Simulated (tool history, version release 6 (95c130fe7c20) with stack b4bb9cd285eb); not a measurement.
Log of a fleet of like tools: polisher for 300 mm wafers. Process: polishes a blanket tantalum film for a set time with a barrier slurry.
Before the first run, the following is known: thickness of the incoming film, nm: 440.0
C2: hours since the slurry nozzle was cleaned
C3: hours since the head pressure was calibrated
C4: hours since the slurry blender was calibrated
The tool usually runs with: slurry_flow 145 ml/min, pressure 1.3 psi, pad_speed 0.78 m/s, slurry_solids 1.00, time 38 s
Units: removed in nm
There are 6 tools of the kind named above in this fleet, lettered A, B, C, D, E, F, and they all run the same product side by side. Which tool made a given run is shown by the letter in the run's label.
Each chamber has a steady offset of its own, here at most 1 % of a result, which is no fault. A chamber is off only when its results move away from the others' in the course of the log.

{"day": 0.008, "done": "chamber B: slurry blender recalibrated"}
{"day": 0.258, "done": "chamber B: worn pad replaced by a new one"}
{"run": "1F", "day": 0.267, "slurry_flow": 145, "pressure": 1.3, "pad_speed": 0.78, "slurry_solids": 1.0, "time": 38, "wafers polished on this pad": 820, "C2": 112.4, "C3": 637.6, "C4": 288.3, "removed": 31.125}
{"day": 0.633, "done": "chamber E: slurry nozzle cleaned"}
{"run": "2B", "day": 0.738, "slurry_flow": 145, "pressure": 1.3, "pad_speed": 0.78, "slurry_solids": 1.0, "time": 38, "wafers polished on this pad": 126, "C2": 407.6, "C3": 509.1, "C4": 17.6, "removed": 31.338}
{"day": 1.229, "done": "chamber F: worn pad replaced by a new one"}
{"run": "3E", "day": 1.321, "slurry_flow": 145, "pressure": 1.3, "pad_speed": 0.78, "slurry_solids": 1.0, "time": 38, "wafers polished on this pad": 567, "C2": 16.5, "C3": 241.1, "C4": 291.2, "removed": 31.555}
{"day": 1.371, "done": "chamber E: slurry blender recalibrated"}
{"day": 1.788, "done": "chamber C: worn pad replaced by a new one"}
{"run": "4A", "day": 1.838, "slurry_flow": 145, "pressure": 1.3, "pad_speed": 0.78, "slurry_solids": 1.0, "time": 38, "wafers polished on this pad": 756, "C2": 73.5, "C3": 81.3, "C4": 48.0, "removed": 32.068}
{"run": "5D", "day": 2.167, "slurry_flow": 100, "pressure": 1.3, "pad_speed": 0.78, "slurry_solids": 1.15, "time": 38, "wafers polished on this pad": 991, "C2": 447.8, "C3": 623.4, "C4": 192.8, "removed": 30.475}
{"day": 2.296, "done": "chamber E: worn pad replaced by a new one"}
{"day": 2.596, "done": "chamber D: worn pad replaced by a new one"}
{"run": "6C", "day": 2.746, "slurry_flow": 100, "pressure": 1.3, "pad_speed": 0.78, "slurry_solids": 1.15, "time": 38, "wafers polished on this pad": 253, "C2": 753.8, "C3": 809.3, "C4": 267.7, "removed": 30.317}
{"run": "7B", "day": 3.108, "slurry_flow": 100, "pressure": 1.3, "pad_speed": 0.78, "slurry_solids": 1.15, "time": 38, "wafers polished on this pad": 751, "C2": 464.5, "C3": 566.0, "C4": 74.5, "removed": 30.353}
{"run": "8D", "day": 3.408, "slurry_flow": 100, "pressure": 1.3, "pad_speed": 0.78, "slurry_solids": 1.15, "time": 38, "wafers polished on this pad": 214, "C2": 477.6, "C3": 653.2, "C4": 222.6, "removed": 30.297}
{"run": "9F", "day": 3.775, "slurry_flow": 100, "pressure": 1.3, "pad_speed": 0.78, "slurry_solids": 1.15, "time": 38, "wafers polished on this pad": 670, "C2": 196.6, "C3": 721.8, "C4": 372.5, "removed": 29.466}
{"day": 3.962, "done": "chamber A: worn pad replaced by a new one"}
{"day": 4.225, "done": "chamber B: worn pad replaced by a new one"}
{"run": "10C", "day": 4.308, "slurry_flow": 100, "pressure": 1.3, "pad_speed": 0.78, "slurry_solids": 1.15, "time": 38, "wafers polished on this pad": 664, "C2": 791.3, "C3": 846.8, "C4": 305.2, "removed": 30.259}
{"day": 4.383, "done": "chamber B: slurry blender recalibrated"}
{"run": "11A", "day": 4.867, "slurry_flow": 145, "pressure": 1.3, "pad_speed": 0.78, "slurry_solids": 1.0, "time": 38, "wafers polished on this pad": 238, "C2": 146.2, "C3": 154.0, "C4": 120.7, "removed": 31.593}
{"day": 5.354, "done": "chamber E: worn pad replaced by a new one"}
{"day": 5.354, "done": "chamber C: worn pad replaced by a new one"}
{"run": "12E", "day": 5.371, "slurry_flow": 145, "pressure": 1.3, "pad_speed": 0.78, "slurry_solids": 1.0, "time": 38, "wafers polished on this pad": 4, "C2": 113.7, "C3": 338.3, "C4": 96.1, "removed": 32.217}
{"run": "13A", "day": 5.658, "slurry_flow": 95, "pressure": 1.3, "pad_speed": 0.62, "slurry_solids": 1.0, "time": 38, "wafers polished on this pad": 447, "C2": 165.2, "C3": 173.0, "C4": 139.7, "removed": 22.084}
{"day": 5.708, "done": "chamber F: worn pad replaced by a new one"}
{"run": "14C", "day": 5.983, "slurry_flow": 95, "pressure": 1.3, "pad_speed": 0.62, "slurry_solids": 1.0, "time": 38, "wafers polished on this pad": 165, "C2": 831.5, "C3": 887.0, "C4": 345.4, "removed": 22.754}
{"day": 6.179, "done": "chamber D: worn pad replaced by a new one"}
{"day": 6.279, "done": "chamber F: slurry blender recalibrated"}
{"day": 6.329, "done": "chamber A: slurry blender recalibrated"}
{"run": "15F", "day": 6.429, "slurry_flow": 95, "pressure": 1.3, "pad_speed": 0.62, "slurry_solids": 1.0, "time": 38, "wafers polished on this pad": 190, "C2": 260.3, "C3": 785.5, "C4": 3.6, "removed": 22.799}
{"day": 6.488, "done": "chamber C: slurry nozzle cleaned"}
{"run": "16E", "day": 6.896, "slurry_flow": 95, "pressure": 1.3, "pad_speed": 0.62, "slurry_solids": 1.0, "time": 38, "wafers polished on this pad": 406, "C2": 150.3, "C3": 374.9, "C4": 132.7, "removed": 22.813}
{"run": "17D", "day": 7.25, "slurry_flow": 95, "pressure": 1.3, "pad_speed": 0.62, "slurry_solids": 1.0, "time": 38, "wafers polished on this pad": 282, "C2": 569.8, "C3": 745.4, "C4": 314.8, "removed": 21.871}
{"run": "18B", "day": 7.667, "slurry_flow": 95, "pressure": 1.3, "pad_speed": 0.62, "slurry_solids": 1.0, "time": 38, "wafers polished on this pad": 906, "C2": 573.9, "C3": 675.4, "C4": 78.8, "removed": 22.308}
{"day": 7.754, "done": "chamber C: head pressure recalibrated"}
{"day": 8.083, "done": "chamber C: slurry blender recalibrated"}
{"day": 8.129, "done": "chamber A: worn pad replaced by a new one"}
{"day": 8.142, "done": "chamber B: worn pad replaced by a new one"}
{"run": "19B", "day": 8.179, "slurry_flow": 145, "pressure": 1.3, "pad_speed": 0.78, "slurry_solids": 1.0, "time": 38, "wafers polished on this pad": 10, "C2": 586.2, "C3": 687.7, "C4": 91.1, "removed": 31.685}
{"day": 8.492, "done": "chamber C: worn pad replaced by a new one"}
{"run": "20A", "day": 8.646, "slurry_flow": 145, "pressure": 1.3, "pad_speed": 0.78, "slurry_solids": 1.0, "time": 38, "wafers polished on this pad": 136, "C2": 236.9, "C3": 244.7, "C4": 55.6, "removed": 31.971}
{"day": 8.971, "done": "chamber E: worn pad replaced by a new one"}
{"run": "21F", "day": 9.138, "slurry_flow": 145, "pressure": 1.3, "pad_speed": 0.78, "slurry_solids": 1.0, "time": 38, "wafers polished on this pad": 903, "C2": 325.3, "C3": 850.5, "C4": 68.6, "removed": 31.316}
{"run": "22C", "day": 9.55, "slurry_flow": 145, "pressure": 1.3, "pad_speed": 0.78, "slurry_solids": 1.0, "time": 38, "wafers polished on this pad": 278, "C2": 73.6, "C3": 43.1, "C4": 35.2, "removed": 32.182}
{"day": 9.862, "done": "chamber B: slurry blender recalibrated"}
{"run": "23D", "day": 9.996, "slurry_flow": 145, "pressure": 1.3, "pad_speed": 0.56, "slurry_solids": 1.0, "time": 38, "wafers polished on this pad": 1005, "C2": 635.7, "C3": 811.3, "C4": 380.7, "removed": 21.223}
{"day": 10.117, "done": "chamber D: worn pad replaced by a new one"}
{"day": 10.254, "done": "chamber F: worn pad replaced by a new one"}
{"run": "24E", "day": 10.342, "slurry_flow": 145, "pressure": 1.3, "pad_speed": 0.56, "slurry_solids": 1.0, "time": 38, "wafers polished on this pad": 361, "C2": 233.0, "C3": 457.6, "C4": 215.4, "removed": 22.511}
{"run": "25F", "day": 10.946, "slurry_flow": 145, "pressure": 1.3, "pad_speed": 0.56, "slurry_solids": 1.0, "time": 38, "wafers polished on this pad": 182, "C2": 368.7, "C3": 893.9, "C4": 112.0, "removed": 22.287}
{"day": 11.246, "done": "chamber B: worn pad replaced by a new one"}
{"day": 11.267, "done": "chamber E: slurry blender recalibrated"}
{"run": "26D", "day": 11.283, "slurry_flow": 145, "pressure": 1.3, "pad_speed": 0.56, "slurry_solids": 1.0, "time": 38, "wafers polished on this pad": 307, "C2": 666.6, "C3": 842.2, "C4": 411.6, "removed": 21.529}
{"day": 11.671, "done": "chamber E: slurry nozzle cleaned"}
{"run": "27C", "day": 11.75, "slurry_flow": 145, "pressure": 1.3, "pad_speed": 0.56, "slurry_solids": 1.0, "time": 38, "wafers polished on this pad": 858, "C2": 126.4, "C3": 95.9, "C4": 88.0, "removed": 22.859}
{"day": 12.15, "done": "chamber A: slurry blender recalibrated"}
{"run": "28A", "day": 12.238, "slurry_flow": 145, "pressure": 1.3, "pad_speed": 0.56, "slurry_solids": 1.0, "time": 38, "wafers polished on this pad": 1082, "C2": 323.1, "C3": 330.9, "C4": 2.1, "removed": 22.353}
{"day": 12.304, "done": "chamber C: worn pad replaced by a new one"}
{"day": 12.362, "done": "chamber E: worn pad replaced by a new one"}
{"day": 12.583, "done": "chamber A: worn pad replaced by a new one"}
{"run": "29B", "day": 12.708, "slurry_flow": 145, "pressure": 1.3, "pad_speed": 0.78, "slurry_solids": 1.0, "time": 38, "wafers polished on this pad": 385, "C2": 694.9, "C3": 796.4, "C4": 68.4, "removed": 31.068}
{"run": "30E", "day": 13.296, "slurry_flow": 145, "pressure": 1.3, "pad_speed": 0.78, "slurry_solids": 1.0, "time": 38, "wafers polished on this pad": 245, "C2": 39.0, "C3": 528.5, "C4": 48.8, "removed": 31.42}
{"day": 13.5, "done": "chamber B: slurry nozzle cleaned"}
{"day": 13.546, "done": "chamber D: slurry nozzle cleaned"}
{"run": "31F", "day": 13.821, "slurry_flow": 145, "pressure": 1.3, "pad_speed": 0.78, "slurry_solids": 1.0, "time": 30, "wafers polished on this pad": 939, "C2": 437.7, "C3": 962.9, "C4": 181.0, "removed": 24.609}
{"day": 13.954, "done": "chamber D: worn pad replaced by a new one"}
{"run": "32C", "day": 14.171, "slurry_flow": 145, "pressure": 1.3, "pad_speed": 0.78, "slurry_solids": 1.0, "time": 30, "wafers polished on this pad": 491, "C2": 184.5, "C3": 154.0, "C4": 146.1, "removed": 24.576}
{"day": 14.371, "done": "chamber B: worn pad replaced by a new one"}
{"run": "33E", "day": 14.562, "slurry_flow": 145, "pressure": 1.3, "pad_speed": 0.78, "slurry_solids": 1.0, "time": 30, "wafers polished on this pad": 579, "C2": 69.4, "C3": 558.9, "C4": 79.2, "removed": 24.417}
{"day": 14.85, "done": "chamber B: slurry blender recalibrated"}
{"run": "34D", "day": 14.971, "slurry_flow": 145, "pressure": 1.3, "pad_speed": 0.78, "slurry_solids": 1.0, "time": 30, "wafers polished on this pad": 268, "C2": 34.2, "C3": 930.7, "C4": 500.1, "removed": 22.749}
{"day": 15.112, "done": "chamber F: worn pad replaced by a new one"}
{"day": 15.371, "done": "chamber C: worn pad replaced by a new one"}
{"day": 15.529, "done": "chamber E: worn pad replaced by a new one"}
{"run": "35B", "day": 15.579, "slurry_flow": 145, "pressure": 1.3, "pad_speed": 0.78, "slurry_solids": 1.0, "time": 30, "wafers polished on this pad": 318, "C2": 49.9, "C3": 865.3, "C4": 17.5, "removed": 24.923}
{"run": "36A", "day": 16.175, "slurry_flow": 145, "pressure": 1.3, "pad_speed": 0.78, "slurry_solids": 1.0, "time": 30, "wafers polished on this pad": 946, "C2": 417.6, "C3": 425.4, "C4": 96.6, "removed": 25.419}
{"run": "37F", "day": 16.5, "slurry_flow": 145, "pressure": 1.3, "pad_speed": 0.78, "slurry_solids": 1.0, "time": 38, "wafers polished on this pad": 365, "C2": 502.0, "C3": 1027.2, "C4": 245.3, "removed": 30.587}
{"run": "38E", "day": 16.808, "slurry_flow": 145, "pressure": 1.3, "pad_speed": 0.78, "slurry_solids": 1.0, "time": 38, "wafers polished on this pad": 337, "C2": 123.3, "C3": 612.8, "C4": 133.1, "removed": 31.429}
{"run": "39C", "day": 17.362, "slurry_flow": 145, "pressure": 1.3, "pad_speed": 0.78, "slurry_solids": 1.0, "time": 38, "wafers polished on this pad": 525, "C2": 261.1, "C3": 230.6, "C4": 222.7, "removed": 32.67}

What goes on in this fleet: one chamber off, a drifting gauge, or nothing beyond the chambers' own small offsets? Name the chamber and the cause, if any.

One chamber, D, drifts off from the rest bit by bit.
Likeliest cause: abrasive missing from the slurry, % = 29.8.
With only this log, it may be confused with: head's pressure below its setpoint, %.

Which of the 4 candidates below, each the usual settings with something changed and its results left as question marks, puts chamber D back in line with what the other chambers give on the usual settings?
Allowed miss from the other chambers' usual-settings mean, per result, to count as in line: removed 1.400 nm
{"run": "40D-1", "day": 17.796, "slurry_flow": 145, "pressure": 1.2, "pad_speed": 0.74, "slurry_solids": 1.0, "time": 36, "removed": "?"}
{"run": "40D-2", "day": 17.796, "slurry_flow": 145, "pressure": 1.4, "pad_speed": 0.78, "slurry_solids": 1.0, "time": 40, "removed": "?"}
{"run": "40D-3", "day": 17.796, "slurry_flow": 85, "pressure": 1.3, "pad_speed": 0.78, "slurry_solids": 1.0, "time": 38, "removed": "?"}
{"run": "40D-4", "day": 17.796, "slurry_flow": 145, "pressure": 1.4, "pad_speed": 0.82, "slurry_solids": 1.0, "time": 40, "removed": "?"}

Average result of the remaining chambers running the usual settings: removed 31.414 nm
run=40D-1 removed=23.118
run=40D-2 removed=31.570
run=40D-3 removed=24.637
run=40D-4 removed=33.167
With 40D-2, the chamber falls back in line with the rest.
